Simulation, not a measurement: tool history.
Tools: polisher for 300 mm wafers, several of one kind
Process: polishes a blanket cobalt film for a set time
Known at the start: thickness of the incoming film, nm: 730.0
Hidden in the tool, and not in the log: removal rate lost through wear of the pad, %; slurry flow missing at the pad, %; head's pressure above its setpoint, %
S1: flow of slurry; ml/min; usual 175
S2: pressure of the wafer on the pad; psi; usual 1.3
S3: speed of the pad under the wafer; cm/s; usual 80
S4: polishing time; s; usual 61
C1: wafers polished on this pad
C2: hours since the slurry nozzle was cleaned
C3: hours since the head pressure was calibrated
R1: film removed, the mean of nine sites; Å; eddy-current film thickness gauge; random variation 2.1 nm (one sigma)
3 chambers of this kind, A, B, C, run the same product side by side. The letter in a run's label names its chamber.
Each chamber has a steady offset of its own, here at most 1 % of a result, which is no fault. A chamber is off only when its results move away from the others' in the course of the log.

Run 1C, hour 3.5: usual settings; C1 258; C2 89.9; C3 207.9. Result: R1 1451.6 Å.
Run 2B, hour 6.1: usual settings; C1 441; C2 227.4; C3 48.7. Result: R1 1460.8 Å.
Run 3A, hour 9.5: usual settings; C1 1374; C2 484.3; C3 554.8. Result: R1 1497.8 Å.
Run 4C, hour 13: usual settings; C1 374; C2 99.4; C3 217.4. Result: R1 1485 Å.
Run 5A, hour 15.4: usual settings; C1 1446; C2 490.2; C3 560.7. Result: R1 1481.6 Å.
At hour 17: chamber B: worn pad replaced by a new one.
At hour 19.6: chamber B: slurry nozzle cleaned.
Run 6B, hour 19.7: usual settings; C1 33; C2 0.1; C3 62.3. Result: R1 1487.6 Å.
At hour 20.7: chamber A: worn pad replaced by a new one.
Run 7B, hour 23.6: usual settings; C1 80; C2 4; C3 66.2. Result: R1 1482.3 Å.
Run 8A, hour 27.7: usual settings; C1 85; C2 502.5; C3 573. Result: R1 1501.6 Å.
Run 9C, hour 30.5: usual settings; C1 587; C2 116.9; C3 234.9. Result: R1 1438 Å.
Run 10A, hour 34.4: usual settings; C1 167; C2 509.2; C3 579.7. Result: R1 1517 Å.
Run 11B, hour 36.7: usual settings but S2 1.8 psi, S3 60 cm/s; C1 240; C2 17.1; C3 79.3. Result: R1 1540.4 Å.
Run 12C, hour 40.6: usual settings but S2 1.8 psi, S3 60 cm/s; C1 710; C2 127; C3 245. Result: R1 1481.1 Å.
Run 13B, hour 43.5: usual settings but S2 1.8 psi, S3 60 cm/s; C1 322; C2 23.9; C3 86.1. Result: R1 1544.9 Å.
Run 14A, hour 47.4: usual settings; C1 325; C2 522.2; C3 592.7. Result: R1 1484.8 Å.
Run 15C, hour 51.8: usual settings; C1 846; C2 138.2; C3 256.2. Result: R1 1425.1 Å.
At hour 53: chamber B: worn pad replaced by a new one.
Run 16A, hour 55.4: usual settings but S1 210 ml/min, S3 92 cm/s; C1 422; C2 530.2; C3 600.7. Result: R1 1775.8 Å.
Run 17B, hour 59.7: usual settings but S1 210 ml/min, S3 92 cm/s; C1 82; C2 40.1; C3 102.3. Result: R1 1783.1 Å.
Run 18C, hour 63.5: usual settings but S1 210 ml/min, S3 92 cm/s; C1 989; C2 149.9; C3 267.9. Result: R1 1592 Å.
Run 19A, hour 68.1: usual settings; C1 577; C2 542.9; C3 613.4. Result: R1 1445.2 Å.
Run 20B, hour 72.7: usual settings; C1 240; C2 53.1; C3 115.3. Result: R1 1446.9 Å.
Run 21C, hour 76.1: usual settings but S1 145 ml/min, S4 46 s; C1 1142; C2 162.5; C3 280.5. Result: R1 993.13 Å.
Run 22B, hour 80: usual settings but S1 145 ml/min, S4 46 s; C1 329; C2 60.4; C3 122.6. Result: R1 1109.6 Å.
Run 23C, hour 82.2: usual settings but S1 145 ml/min, S4 46 s; C1 1217; C2 168.6; C3 286.6. Result: R1 1001 Å.
Run 24A, hour 85.2: usual settings; C1 785; C2 560; C3 630.5. Result: R1 1475.1 Å.

Next, every chamber runs the same settings. What will each give?
Run 25A, hour 88.6: usual settings but S3 66 cm/s. Result: R1 ?.
Run 25B, hour 88.6: usual settings but S3 66 cm/s. Result: R1 ?.
Run 25C, hour 88.6: usual settings but S3 66 cm/s. Result: R1 ?.

run      R1
25A  1240.7
25B  1237.7
25C  1109.6
